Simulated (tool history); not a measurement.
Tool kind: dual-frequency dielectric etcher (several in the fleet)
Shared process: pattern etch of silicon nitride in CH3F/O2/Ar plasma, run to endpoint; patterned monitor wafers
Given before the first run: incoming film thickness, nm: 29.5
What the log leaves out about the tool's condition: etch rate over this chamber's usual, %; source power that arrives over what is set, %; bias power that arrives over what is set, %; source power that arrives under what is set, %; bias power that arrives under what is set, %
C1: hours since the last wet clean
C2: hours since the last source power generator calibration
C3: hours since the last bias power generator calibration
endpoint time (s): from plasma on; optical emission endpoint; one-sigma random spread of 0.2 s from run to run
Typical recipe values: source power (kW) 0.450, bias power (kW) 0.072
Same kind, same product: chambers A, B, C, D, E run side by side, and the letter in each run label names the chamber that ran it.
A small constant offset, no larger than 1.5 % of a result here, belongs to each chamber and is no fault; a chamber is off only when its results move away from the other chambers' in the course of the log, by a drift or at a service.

run 1B day=0.283 | source_power_(kW)=0.450 bias_power_(kW)=0.072 | C1=273.3 C2=2633.6 C3=3123.0 | endpoint_time_(s)=40.355
run 2A day=0.579 | source_power_(kW)=0.450 bias_power_(kW)=0.072 | C1=105.3 C2=3711.3 C3=1144.0 | endpoint_time_(s)=40.756
run 3E day=0.792 | source_power_(kW)=0.450 bias_power_(kW)=0.072 | C1=145.8 C2=63.5 C3=286.1 | endpoint_time_(s)=40.376
run 4C day=0.933 | source_power_(kW)=0.450 bias_power_(kW)=0.072 | C1=384.9 C2=1547.6 C3=1860.4 | endpoint_time_(s)=40.948
run 5D day=1.121 | source_power_(kW)=0.450 bias_power_(kW)=0.072 | C1=87.0 C2=992.6 C3=501.4 | endpoint_time_(s)=41.195
run 6D day=1.275 | source_power_(kW)=0.450 bias_power_(kW)=0.072 | C1=90.7 C2=996.3 C3=505.1 | endpoint_time_(s)=40.671
run 7E day=1.504 | source_power_(kW)=0.450 bias_power_(kW)=0.072 | C1=162.9 C2=80.6 C3=303.2 | endpoint_time_(s)=40.391
run 8C day=1.704 | source_power_(kW)=0.450 bias_power_(kW)=0.072 | C1=403.4 C2=1566.1 C3=1878.9 | endpoint_time_(s)=40.638
run 9B day=1.988 | source_power_(kW)=0.450 bias_power_(kW)=0.072 | C1=314.2 C2=2674.5 C3=3163.9 | endpoint_time_(s)=40.682
run 10A day=2.171 | source_power_(kW)=0.450 bias_power_(kW)=0.072 | C1=143.5 C2=3749.5 C3=1182.2 | endpoint_time_(s)=40.628
run 11D day=2.383 | source_power_(kW)=0.450 bias_power_(kW)=0.072 | C1=117.3 C2=1022.9 C3=531.7 | endpoint_time_(s)=40.820
run 12C day=2.579 | source_power_(kW)=0.450 bias_power_(kW)=0.088 | C1=424.4 C2=1587.1 C3=1899.9 | endpoint_time_(s)=38.205
run 13B day=2.721 | source_power_(kW)=0.450 bias_power_(kW)=0.088 | C1=331.8 C2=2692.1 C3=3181.5 | endpoint_time_(s)=37.474
-- day=2.850 chamber B: wet clean of the chamber
run 14A day=2.875 | source_power_(kW)=0.450 bias_power_(kW)=0.088 | C1=160.4 C2=3766.4 C3=1199.1 | endpoint_time_(s)=37.946
run 15E day=3.067 | source_power_(kW)=0.450 bias_power_(kW)=0.088 | C1=200.4 C2=118.1 C3=340.7 | endpoint_time_(s)=37.536
run 16D day=3.204 | source_power_(kW)=0.450 bias_power_(kW)=0.088 | C1=137.0 C2=1042.6 C3=551.4 | endpoint_time_(s)=38.033
-- day=3.275 chamber C: wet clean of the chamber
run 17E day=3.521 | source_power_(kW)=0.380 bias_power_(kW)=0.059 | C1=211.3 C2=129.0 C3=351.6 | endpoint_time_(s)=45.160
run 18B day=3.729 | source_power_(kW)=0.380 bias_power_(kW)=0.059 | C1=21.2 C2=2716.3 C3=3205.7 | endpoint_time_(s)=46.593
run 19C day=4.021 | source_power_(kW)=0.380 bias_power_(kW)=0.059 | C1=18.0 C2=1621.7 C3=1934.5 | endpoint_time_(s)=46.336
run 20A day=4.262 | source_power_(kW)=0.380 bias_power_(kW)=0.059 | C1=193.7 C2=3799.7 C3=1232.4 | endpoint_time_(s)=45.938
run 21B day=4.400 | source_power_(kW)=0.380 bias_power_(kW)=0.059 | C1=37.3 C2=2732.4 C3=3221.8 | endpoint_time_(s)=46.286
run 22E day=4.646 | source_power_(kW)=0.450 bias_power_(kW)=0.072 | C1=238.3 C2=156.0 C3=378.6 | endpoint_time_(s)=39.457
run 23C day=4.796 | source_power_(kW)=0.450 bias_power_(kW)=0.072 | C1=36.6 C2=1640.3 C3=1953.1 | endpoint_time_(s)=40.839
run 24A day=4.967 | source_power_(kW)=0.450 bias_power_(kW)=0.072 | C1=210.6 C2=3816.6 C3=1249.3 | endpoint_time_(s)=40.500
run 25D day=5.262 | source_power_(kW)=0.450 bias_power_(kW)=0.072 | C1=186.4 C2=1092.0 C3=600.8 | endpoint_time_(s)=40.475
run 26B day=5.550 | source_power_(kW)=0.390 bias_power_(kW)=0.062 | C1=64.9 C2=2760.0 C3=3249.4 | endpoint_time_(s)=45.254
run 27D day=5.792 | source_power_(kW)=0.390 bias_power_(kW)=0.062 | C1=199.1 C2=1104.7 C3=613.5 | endpoint_time_(s)=45.845
run 28C day=5.954 | source_power_(kW)=0.390 bias_power_(kW)=0.062 | C1=64.4 C2=1668.1 C3=1980.9 | endpoint_time_(s)=45.264
run 29A day=6.200 | source_power_(kW)=0.390 bias_power_(kW)=0.062 | C1=240.2 C2=3846.2 C3=1278.9 | endpoint_time_(s)=45.399
run 30E day=6.454 | source_power_(kW)=0.390 bias_power_(kW)=0.062 | C1=281.7 C2=199.4 C3=422.0 | endpoint_time_(s)=43.722
run 31A day=6.704 | source_power_(kW)=0.550 bias_power_(kW)=0.080 | C1=252.3 C2=3858.3 C3=1291.0 | endpoint_time_(s)=36.308
run 32B day=6.979 | source_power_(kW)=0.550 bias_power_(kW)=0.080 | C1=99.2 C2=2794.3 C3=3283.7 | endpoint_time_(s)=36.200
run 33E day=7.279 | source_power_(kW)=0.550 bias_power_(kW)=0.080 | C1=301.5 C2=219.2 C3=441.8 | endpoint_time_(s)=34.806
run 34C day=7.538 | source_power_(kW)=0.550 bias_power_(kW)=0.080 | C1=102.4 C2=1706.1 C3=2018.9 | endpoint_time_(s)=36.461
run 35D day=7.775 | source_power_(kW)=0.550 bias_power_(kW)=0.080 | C1=246.7 C2=1152.3 C3=661.1 | endpoint_time_(s)=36.576
run 36B day=7.950 | source_power_(kW)=0.450 bias_power_(kW)=0.072 | C1=122.5 C2=2817.6 C3=3307.0 | endpoint_time_(s)=40.599
run 37E day=8.112 | source_power_(kW)=0.450 bias_power_(kW)=0.072 | C1=321.5 C2=239.2 C3=461.8 | endpoint_time_(s)=39.034
run 38C day=8.371 | source_power_(kW)=0.450 bias_power_(kW)=0.072 | C1=122.4 C2=1726.1 C3=2038.9 | endpoint_time_(s)=40.891
run 39A day=8.646 | source_power_(kW)=0.450 bias_power_(kW)=0.072 | C1=298.9 C2=3904.9 C3=1337.6 | endpoint_time_(s)=40.219
run 40D day=8.908 | source_power_(kW)=0.450 bias_power_(kW)=0.072 | C1=273.9 C2=1179.5 C3=688.3 | endpoint_time_(s)=40.682
run 41C day=9.196 | source_power_(kW)=0.450 bias_power_(kW)=0.072 | C1=142.2 C2=1745.9 C3=2058.7 | endpoint_time_(s)=41.313
run 42E day=9.421 | source_power_(kW)=0.360 bias_power_(kW)=0.056 | C1=352.9 C2=270.6 C3=493.2 | endpoint_time_(s)=45.894

Next, every chamber runs the same settings. What will each give?
run 43A day=9.646 | source_power_(kW)=0.450 bias_power_(kW)=0.072 | endpoint_time_(s)=?
run 43B day=9.646 | source_power_(kW)=0.450 bias_power_(kW)=0.072 | endpoint_time_(s)=?
run 43C day=9.646 | source_power_(kW)=0.450 bias_power_(kW)=0.072 | endpoint_time_(s)=?
run 43D day=9.646 | source_power_(kW)=0.450 bias_power_(kW)=0.072 | endpoint_time_(s)=?
run 43E day=9.646 | source_power_(kW)=0.450 bias_power_(kW)=0.072 | endpoint_time_(s)=?

run=43A endpoint_time_(s)=40.633
run=43B endpoint_time_(s)=40.631
run=43C endpoint_time_(s)=41.045
run=43D endpoint_time_(s)=40.661
run=43E endpoint_time_(s)=38.661
